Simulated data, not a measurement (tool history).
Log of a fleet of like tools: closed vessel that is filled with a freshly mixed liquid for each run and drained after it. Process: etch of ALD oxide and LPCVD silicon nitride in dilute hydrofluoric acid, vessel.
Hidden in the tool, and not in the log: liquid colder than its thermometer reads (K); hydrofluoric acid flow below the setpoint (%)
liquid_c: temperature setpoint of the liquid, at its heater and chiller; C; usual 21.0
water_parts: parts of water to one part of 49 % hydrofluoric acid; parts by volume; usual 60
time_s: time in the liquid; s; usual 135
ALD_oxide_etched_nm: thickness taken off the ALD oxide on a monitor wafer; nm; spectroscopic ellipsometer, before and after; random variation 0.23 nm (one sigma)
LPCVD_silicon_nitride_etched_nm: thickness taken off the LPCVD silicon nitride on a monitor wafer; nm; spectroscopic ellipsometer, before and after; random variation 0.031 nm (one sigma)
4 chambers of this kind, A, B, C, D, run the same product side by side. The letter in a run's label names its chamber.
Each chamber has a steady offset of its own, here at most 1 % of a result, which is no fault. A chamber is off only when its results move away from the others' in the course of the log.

run,hour,liquid_c,water_parts,time_s,hours since the thermometer was replaced,hours since the hydrofluoric acid flow meter was replaced,"read-back film thickness of the ALD oxide reference wafer, read on the same gauge (nm)","read-back film thickness of the LPCVD silicon nitride reference wafer, read on the same gauge (nm)",ALD_oxide_etched_nm,LPCVD_silicon_nitride_etched_nm
1D,4.4,21.0,60,135,236.4,425.5,120.00,140.02,41.415,0.77841
2A,8.0,21.0,60,135,91.9,498.7,120.00,140.03,40.623,0.76547
3B,12.8,21.0,60,135,1121.4,1429.1,120.01,139.97,41.736,0.81609
4C,18.4,21.0,60,135,1726.9,438.3,120.04,139.98,40.861,0.77563
5A,24.2,21.0,60,135,108.1,514.9,119.98,139.98,40.732,0.85655
6C,27.8,21.0,60,135,1736.3,447.7,119.98,140.00,40.544,0.72691
7B,32.2,21.0,60,135,1140.8,1448.5,120.01,140.03,41.008,0.80657
8D,37.0,21.0,60,135,269.0,458.1,119.99,140.02,41.204,0.86912
9D,41.9,21.0,60,135,273.9,463.0,120.02,139.97,41.408,0.75620
10B,46.5,21.0,60,135,1155.1,1462.8,119.99,140.01,41.410,0.80636
11A,50.4,21.0,60,170,134.3,541.1,120.02,139.98,50.800,0.99283
12C,55.9,21.0,60,170,1764.4,475.8,119.97,140.00,51.011,0.98922
13B,59.9,21.0,60,170,1168.5,1476.2,120.00,140.00,51.971,0.97518
14D,64.7,21.0,60,170,296.7,485.8,120.00,139.99,51.980,1.09840
15A,69.4,21.0,60,135,153.3,560.1,120.01,140.03,40.599,0.80064
16C,74.8,21.0,60,135,1783.3,494.7,120.00,139.99,40.462,0.84203
17B,79.7,21.0,60,135,1188.3,1496.0,120.00,140.03,41.304,0.83851
18C,85.2,21.0,60,135,1793.7,505.1,119.97,140.00,40.854,0.80677
19D,88.8,21.0,60,135,320.8,509.9,120.00,140.03,41.390,0.79831
20A,93.3,21.0,60,135,177.2,584.0,120.00,140.03,41.134,0.76373
21D,97.4,21.0,60,135,329.4,518.5,119.97,139.97,40.742,0.76849
22C,101.1,21.0,60,180,1809.6,521.0,120.01,139.99,54.006,1.08290
23A,104.6,21.0,60,180,188.5,595.3,119.99,140.03,54.565,1.08440
24B,108.1,21.0,60,180,1216.7,1524.4,120.00,140.06,55.859,1.04740
25D,112.8,21.0,60,180,344.8,533.9,120.01,139.98,54.702,1.04950
26C,115.5,21.0,60,135,1824.0,535.4,119.99,139.97,40.963,0.81522
27A,118.2,21.0,60,135,202.1,608.9,120.04,140.02,40.536,0.80067
28B,124.2,21.0,60,135,1232.8,1540.5,120.01,140.02,41.254,0.83909
29D,127.3,21.0,60,135,359.3,548.4,119.98,140.00,41.244,0.74758
30B,133.1,21.0,60,135,1241.7,1549.4,119.98,140.01,41.496,0.81057
31C,138.9,18.5,80,135,1847.4,558.8,120.01,139.99,26.894,0.51587

Is one chamber off against the others, does the gauge drift, or is nothing wrong? If a chamber is off, say which, and what the likeliest cause is.

No chamber stands off beyond its own small offset, and the gauge holds steady.

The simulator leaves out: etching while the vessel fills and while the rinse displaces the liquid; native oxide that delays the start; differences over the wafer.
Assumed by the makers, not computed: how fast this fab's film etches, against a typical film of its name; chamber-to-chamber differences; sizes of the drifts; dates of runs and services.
